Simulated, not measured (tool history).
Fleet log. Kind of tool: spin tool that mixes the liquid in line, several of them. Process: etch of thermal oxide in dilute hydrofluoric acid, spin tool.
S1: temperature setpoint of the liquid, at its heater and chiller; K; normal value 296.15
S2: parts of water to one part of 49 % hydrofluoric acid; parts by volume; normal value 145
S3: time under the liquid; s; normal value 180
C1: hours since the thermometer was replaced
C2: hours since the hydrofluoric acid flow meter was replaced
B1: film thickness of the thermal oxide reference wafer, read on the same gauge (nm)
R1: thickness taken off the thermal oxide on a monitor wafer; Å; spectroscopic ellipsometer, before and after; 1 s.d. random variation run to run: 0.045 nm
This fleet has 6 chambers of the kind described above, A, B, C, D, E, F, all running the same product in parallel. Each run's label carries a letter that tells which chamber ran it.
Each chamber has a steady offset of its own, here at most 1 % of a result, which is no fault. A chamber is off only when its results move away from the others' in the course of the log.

run   hour      S1   S2   S3      C1      C2      B1      R1
 1D   11.3  296.15  145  180  1866.9   757.6  89.989  52.881
 2A   20.1  296.15  145  180    22.0  1956.1  89.983  52.636
 3E   25.6  296.15  145  180  1085.5  1425.4  90.012  51.931
 4F   34.0  296.15  145  180   416.9   802.8  90.030  51.956
 5B   41.6  296.15  145  180  1556.4   410.0  90.005  52.521
 6C   49.4  296.15  145  180   779.8  1891.4  90.030  52.769
 7E   56.1  296.15  145  180  1116.0  1455.9  90.037  53.021
 8C   61.5  296.15  145  180   791.9  1903.5  89.981  52.207
 9B   67.9  296.15  145  180  1582.7   436.3  90.013  52.905
      68.9  -- chamber C: hydrofluoric acid flow meter replaced
10F   76.7  291.65  145  260   459.6   845.5  89.996  63.038
11A   87.7  291.65  145  260    89.6  2023.7  90.008  62.391
12D   94.7  291.65  145  260  1950.3   841.0  90.040  62.927
13F  100.1  291.65  145  260   483.0   868.9  90.014  62.237
14E  108.6  291.65  145  260  1168.5  1508.4  89.988  62.252
15A  119.2  291.65  145  260   121.1  2055.2  90.017  62.212
16D  128.4  296.15  145  230  1984.0   874.7  90.043  66.364
     129.0  -- chamber A: hydrofluoric acid flow meter replaced
17C  137.5  296.15  145  230   867.9    68.6  90.051  66.767
18B  144.1  296.15  145  230  1658.9   512.5  89.952  67.116
19D  155.4  296.15  145  230  2011.0   901.7  89.986  66.666
20B  166.3  296.15  145  230  1681.1   534.7  89.970  67.243
21F  173.9  296.15  145  230   556.8   942.7  90.021  67.021
22C  184.6  296.15  145  180   915.0   115.7  90.012  52.697
     186.9  -- chamber C: thermometer replaced
23A  196.4  296.15  145  180   198.3    67.4  89.982  52.371
24E  204.3  296.15  210   95  1264.2  1604.1  89.971  17.083
25D  215.4  296.15  210   95  2071.0   961.7  89.962  18.016
26A  224.3  296.15  210   95   226.2    95.3  89.962  17.580
27B  231.9  296.15  210   95  1746.7   600.3  90.037  17.829
28E  239.1  296.15  210   95  1299.0  1638.9  89.998  17.272
29F  251.1  296.15  210   95   634.0  1019.9  89.964  17.534
30C  261.8  296.15   95  180    74.9   192.9  89.986  86.502
31C  270.8  296.15   95  180    83.9   201.9  90.008  86.820
32F  277.8  296.15   95  180   660.7  1046.6  89.978  83.329
33D  286.1  296.15   95  180  2141.7  1032.4  89.992  84.811
34B  295.7  296.15   95  180  1810.5   664.1  89.992  85.373
35A  301.4  296.15   95  180   303.3   172.4  90.022  84.143
36E  310.6  296.15  145  180  1370.5  1710.4  90.059  50.128
37B  320.0  296.15  145  180  1834.8   688.4  89.950  53.575
38F  328.1  296.15  145  180   711.0  1096.9  90.010  51.896
39C  336.3  296.15  145  180   149.4   267.4  89.994  53.211
40E  346.4  296.15  145  180  1406.3  1746.2  90.002  49.047
41A  354.2  296.15  145  180   356.1   225.2  90.009  52.379
42D  361.9  296.15  145  180  2217.5  1108.2  89.955  52.469
43A  373.3  296.15  145  180   375.2   244.3  89.990  52.660

Each of the 6 chambers runs these same settings next. Fill in every chamber's results:
44A  381.9  296.15  145  180               ?
44B  381.9  296.15  145  180               ?
44C  381.9  296.15  145  180               ?
44D  381.9  296.15  145  180               ?
44E  381.9  296.15  145  180               ?
44F  381.9  296.15  145  180               ?

run      R1
44A  52.828
44B  52.099
44C  51.815
44D  52.668
44E  48.266
44F  52.176
